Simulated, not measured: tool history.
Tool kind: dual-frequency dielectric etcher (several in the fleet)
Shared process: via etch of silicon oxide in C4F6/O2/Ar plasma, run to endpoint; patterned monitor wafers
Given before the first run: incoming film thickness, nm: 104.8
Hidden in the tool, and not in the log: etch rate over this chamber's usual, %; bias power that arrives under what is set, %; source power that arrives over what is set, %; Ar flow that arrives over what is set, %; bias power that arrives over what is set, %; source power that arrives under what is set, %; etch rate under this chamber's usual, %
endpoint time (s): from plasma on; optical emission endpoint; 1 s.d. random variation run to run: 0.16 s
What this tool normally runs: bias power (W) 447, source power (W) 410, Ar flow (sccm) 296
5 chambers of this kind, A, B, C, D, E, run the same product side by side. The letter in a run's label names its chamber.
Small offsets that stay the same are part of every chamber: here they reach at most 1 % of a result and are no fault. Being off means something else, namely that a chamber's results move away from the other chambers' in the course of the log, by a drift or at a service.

run	hour	bias power (W)	source power (W)	Ar flow (sccm)	hours since the last wet clean	hours since the last bias power generator calibration	hours since the last source power generator calibration	hours since the last Ar flow controller change	endpoint time (s)
1C	14.5	447	410	296	35.8	545.2	1021.0	440.1	23.960
2B	23.9	447	410	296	452.3	4297.9	597.4	4832.3	23.684
# hour 33.9: chamber A: wet clean of the chamber
3E	36.7	447	410	296	353.8	2623.4	876.1	516.4	23.778
4D	47.0	447	410	296	410.7	463.0	808.6	2122.9	23.885
5A	54.6	447	410	296	20.8	1201.0	2961.9	1656.1	24.004
6D	67.8	447	410	296	431.5	483.8	829.4	2143.7	23.849
# hour 71.4: chamber B: wet clean of the chamber
7E	74.9	488	410	368	392.0	2661.6	914.3	554.6	23.627
# hour 81.7: chamber D: wet clean of the chamber
8B	89.2	488	410	368	17.9	4363.2	662.7	4897.6	23.499
9A	101.3	488	410	368	67.5	1247.7	3008.6	1702.8	23.596
10C	112.0	488	410	368	133.3	642.7	1118.5	537.6	23.702
11E	118.6	488	410	368	435.7	2705.3	958.0	598.3	23.217
12A	125.1	447	410	296	91.3	1271.5	3032.4	1726.6	23.868
13D	138.3	447	480	258	56.7	554.3	899.9	2214.2	22.159
14B	150.5	447	480	258	79.2	4424.5	724.0	4958.9	22.063
15C	162.6	447	480	258	183.9	693.3	1169.1	588.2	22.330
16A	172.5	447	480	258	138.7	1318.9	3079.8	1774.0	22.083
17B	182.7	447	480	258	111.4	4456.7	756.2	4991.1	21.588
18D	194.8	447	410	296	113.2	610.8	956.4	2270.7	23.822
# hour 206.5: chamber B: bias power generator calibrated
19E	206.7	447	410	296	523.8	2793.4	1046.1	686.4	23.079
20C	216.4	447	410	296	237.7	747.1	1222.9	642.0	23.922
21E	224.0	407	410	296	541.1	2810.7	1063.4	703.7	23.902
22A	233.2	407	410	296	199.4	1379.6	3140.5	1834.7	24.561
23C	245.4	407	410	296	266.7	776.1	1251.9	671.0	24.884
24B	259.0	407	410	296	187.7	52.6	832.5	5067.4	24.816
25D	267.7	407	410	296	186.1	683.7	1029.3	2343.6	24.745
26C	279.7	447	410	296	301.0	810.4	1286.2	705.3	23.972
27D	293.5	447	410	296	211.9	709.5	1055.1	2369.4	23.747
28A	305.7	447	410	296	271.9	1452.1	3213.0	1907.2	24.115
29E	313.7	447	410	296	630.8	2900.4	1153.1	793.4	22.787
30B	323.5	406	410	296	252.2	117.1	897.0	5131.9	24.560

Predict what each chamber gives when all 5 of them run the settings below next.
31A	334.0	485	410	296					?
31B	334.0	485	410	296					?
31C	334.0	485	410	296					?
31D	334.0	485	410	296					?
31E	334.0	485	410	296					?

run	endpoint time (s)
31A	23.331
31B	22.816
31C	23.464
31D	23.189
31E	21.753

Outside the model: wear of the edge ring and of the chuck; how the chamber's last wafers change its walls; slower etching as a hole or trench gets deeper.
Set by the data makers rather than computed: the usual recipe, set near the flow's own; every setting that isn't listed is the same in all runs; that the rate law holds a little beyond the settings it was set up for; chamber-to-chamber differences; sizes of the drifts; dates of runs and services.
